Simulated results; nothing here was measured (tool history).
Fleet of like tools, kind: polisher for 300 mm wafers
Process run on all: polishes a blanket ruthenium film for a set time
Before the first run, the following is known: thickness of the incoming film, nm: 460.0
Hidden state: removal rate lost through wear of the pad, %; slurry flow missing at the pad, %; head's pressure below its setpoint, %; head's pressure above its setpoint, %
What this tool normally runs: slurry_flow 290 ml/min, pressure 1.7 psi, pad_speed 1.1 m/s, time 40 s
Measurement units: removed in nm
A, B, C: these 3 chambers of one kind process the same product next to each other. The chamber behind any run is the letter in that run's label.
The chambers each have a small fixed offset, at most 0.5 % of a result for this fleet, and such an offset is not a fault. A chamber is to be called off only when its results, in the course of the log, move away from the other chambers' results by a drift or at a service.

run   hour  slurry_flow  pressure  pad_speed  time  wafers polished on this pad  hours since the slurry nozzle was cleaned  hours since the head pressure was calibrated  removed
 1C    9.9          290       1.7        1.1    40                         1474                                      322.9                                         164.3   38.594
      13.5  -- chamber A: head pressure recalibrated
 2B   18.9          290       1.7        1.1    40                          652                                         96                                         542.5   39.644
      23.9  -- chamber C: worn pad replaced by a new one
      25.8  -- chamber A: slurry nozzle cleaned
 3A   29.9          290       1.7        1.1    40                          561                                        4.2                                          16.5   39.871
 4B   35.5          290       1.7        1.1    40                          843                                      112.6                                         559.1   38.874
 5C   46.1          290       1.2        1.1    40                          256                                      359.1                                         200.5   27.623
 6A     57          290       1.2        1.1    40                          874                                       31.3                                          43.6   28.068
 7C   65.2          290       1.2        1.1    40                          477                                      378.2                                         219.6   27.901
 8B   75.1          290       1.7        1.1    40                         1300                                      152.2                                         598.7   39.582
      81.1  -- chamber B: worn pad replaced by a new one
 9A   84.1          290       1.7        1.1    40                         1187                                       58.4                                          70.7   39.277
      84.9  -- chamber A: worn pad replaced by a new one
10B   90.9          290       1.7        1.1    40                          113                                        168                                         614.5   38.996
11C  100.9          290       1.7        1.1    40                          889                                      413.9                                         255.3   40.205
12A  106.2          290       1.7        1.1    40                          245                                       80.5                                          92.8   38.808
13B  116.2          290       1.7        1.1    40                          405                                      193.3                                         639.8   39.207
14A  124.7          290       1.7        1.1    40                          459                                         99                                         111.3   39.821
     130.8  -- chamber B: head pressure recalibrated
15C  133.1          290       1.7        1.1    40                         1260                                      446.1                                         287.5   41.099
16C  143.5          290       1.7        1.1    40                         1380                                      456.5                                         297.9   41.876
17B  151.7          290       1.7        1.1    40                          815                                      228.8                                          20.9   38.871
18A    163          290       1.7        1.1    53                          901                                      137.3                                         149.6   51.484
     166.2  -- chamber C: worn pad replaced by a new one
19B  168.7          290       1.7        1.1    53                         1011                                      245.8                                          37.9   52.436
     173.2  -- chamber A: worn pad replaced by a new one
20C  177.2          290       1.7        1.1    53                          127                                      490.2                                         331.6   56.043
     184.2  -- chamber B: worn pad replaced by a new one
21A  187.1          290       1.7       0.96    47                          161                                      161.4                                         173.7   40.258
22C  194.8          290       1.7       0.96    47                          330                                      507.8                                         349.2    44.33
23B  200.4          290       1.7       0.96    47                          187                                      277.5                                          69.6   41.144
24A  208.8          290       1.7        1.1    40                          411                                      183.1                                         195.4     38.7
25A  216.8          290       1.7        1.1    40                          504                                      191.1                                         203.4   39.933

All chambers now run identical settings, listed one chamber a line with results as question marks. What results will each chamber show?
26A  225.2          290       1.7        1.1    40                                                                                                                              ?
26B  225.2          290       1.7        1.1    40                                                                                                                              ?
26C  225.2          290       1.7        1.1    40                                                                                                                              ?

run  removed
26A   39.605
26B   38.698
26C   45.119
